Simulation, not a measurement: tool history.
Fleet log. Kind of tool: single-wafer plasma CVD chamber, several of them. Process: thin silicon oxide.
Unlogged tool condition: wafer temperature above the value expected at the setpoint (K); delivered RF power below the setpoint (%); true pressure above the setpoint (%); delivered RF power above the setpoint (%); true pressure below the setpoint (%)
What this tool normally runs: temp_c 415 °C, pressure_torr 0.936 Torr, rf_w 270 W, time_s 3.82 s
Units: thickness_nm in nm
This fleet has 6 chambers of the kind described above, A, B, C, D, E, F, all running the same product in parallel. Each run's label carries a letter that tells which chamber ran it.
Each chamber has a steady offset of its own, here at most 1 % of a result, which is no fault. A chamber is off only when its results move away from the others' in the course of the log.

run,hour,temp_c,pressure_torr,rf_w,time_s,hours since the last thermocouple change,hours since the last RF generator calibration,hours since the last manometer calibration,"read-back reference wafer on the same gauge, thickness_nm",thickness_nm
1C,11.0,415,0.936,270,3.82,1867.9,1643.9,633.2,8.8292,7.6033
2D,17.7,415,0.936,270,3.82,509.9,51.8,1056.0,8.8264,7.6153
3F,29.1,415,0.936,270,3.82,918.5,710.2,879.9,8.8286,7.6466
4E,34.5,415,0.936,270,3.82,295.4,1564.0,1801.8,8.8292,7.5466
5A,44.5,415,0.936,270,3.82,352.7,1945.5,1205.5,8.8253,7.5985
6B,54.6,415,0.936,270,3.82,2109.9,1197.3,532.4,8.8323,7.6255
7C,60.0,415,0.936,270,3.82,1916.9,1692.9,682.2,8.8245,7.6359
# hour 69.7: chamber E: capacitance manometer re-zeroed and calibrated
8F,71.9,415,0.936,270,3.82,961.3,753.0,922.7,8.8237,7.6352
9B,81.4,415,0.936,270,3.82,2136.7,1224.1,559.2,8.8353,7.6346
10A,93.8,415,0.936,270,3.82,402.0,1994.8,1254.8,8.8312,7.5524
11D,100.5,415,0.936,270,3.82,592.7,134.6,1138.8,8.8196,7.6441
12E,110.3,415,0.936,270,3.82,371.2,1639.8,40.7,8.8374,7.6522
13C,117.6,415,0.936,270,3.82,1974.5,1750.5,739.8,8.8375,7.6660
14A,124.1,415,0.936,270,3.82,432.3,2025.1,1285.1,8.8259,7.5771
15E,134.0,415,0.936,270,3.82,394.9,1663.5,64.4,8.8238,7.5939
16F,144.8,415,0.936,270,3.82,1034.2,825.9,995.6,8.8248,7.6045
# hour 149.9: chamber E: RF generator calibrated
17B,156.6,415,0.936,270,3.82,2211.9,1299.3,634.4,8.8358,7.6834
18D,165.2,415,0.936,270,3.82,657.4,199.3,1203.5,8.8263,7.7420
19C,174.1,415,0.936,270,3.82,2031.0,1807.0,796.3,8.8337,7.6405
20F,179.8,415,0.763,270,3.82,1069.2,860.9,1030.6,8.8340,6.3553
# hour 187.5: chamber C: RF generator calibrated
21A,187.9,415,0.763,270,3.82,496.1,2088.9,1348.9,8.8208,6.3127
# hour 198.1: chamber B: thermocouple changed; heater temperature recalibrated
22E,199.3,415,0.763,270,3.82,460.2,49.5,129.7,8.8330,6.3262
23B,210.6,415,0.763,270,3.82,12.5,1353.3,688.4,8.8244,6.3303
24D,221.7,415,0.763,270,3.82,713.9,255.8,1260.0,8.8288,6.5010
25E,228.5,415,0.763,270,3.82,489.4,78.7,158.9,8.8294,6.3124
26B,238.7,415,0.936,270,3.82,40.6,1381.4,716.5,8.8302,7.5804
# hour 243.7: chamber A: RF generator calibrated
27C,246.4,415,0.936,270,3.82,2103.3,58.9,868.6,8.8268,7.6242
28D,252.9,415,0.936,270,3.82,745.1,287.0,1291.2,8.8374,7.8645
29F,260.4,415,0.936,270,3.82,1149.8,941.5,1111.2,8.8273,7.6281
30A,272.1,415,0.936,270,3.82,580.3,28.5,1433.1,8.8382,7.6022
31E,280.4,415,0.936,270,3.82,541.3,130.6,210.8,8.8273,7.5991
32D,287.8,415,0.936,270,3.82,780.0,321.9,1326.1,8.8269,7.8948
33B,294.9,415,0.936,270,3.82,96.8,1437.6,772.7,8.8228,7.6377
34A,301.3,415,0.936,270,3.82,609.5,57.7,1462.3,8.8321,7.6327
35C,310.3,415,0.936,270,3.82,2167.2,122.8,932.5,8.8337,7.6160
36F,317.1,415,0.936,270,3.82,1206.5,998.2,1167.9,8.8252,7.5865
37A,327.7,415,0.936,270,3.82,635.9,84.1,1488.7,8.8250,7.5408
38F,337.9,415,0.936,270,3.82,1227.3,1019.0,1188.7,8.8310,7.5961

All chambers now run identical settings, listed one chamber a line with results as question marks. What results will each chamber show?
39A,346.8,415,0.936,270,3.82,,,,,?
39B,346.8,415,0.936,270,3.82,,,,,?
39C,346.8,415,0.936,270,3.82,,,,,?
39D,346.8,415,0.936,270,3.82,,,,,?
39E,346.8,415,0.936,270,3.82,,,,,?
39F,346.8,415,0.936,270,3.82,,,,,?

run,thickness_nm
39A,7.6101
39B,7.6399
39C,7.6327
39D,7.9484
39E,7.6004
39F,7.6176

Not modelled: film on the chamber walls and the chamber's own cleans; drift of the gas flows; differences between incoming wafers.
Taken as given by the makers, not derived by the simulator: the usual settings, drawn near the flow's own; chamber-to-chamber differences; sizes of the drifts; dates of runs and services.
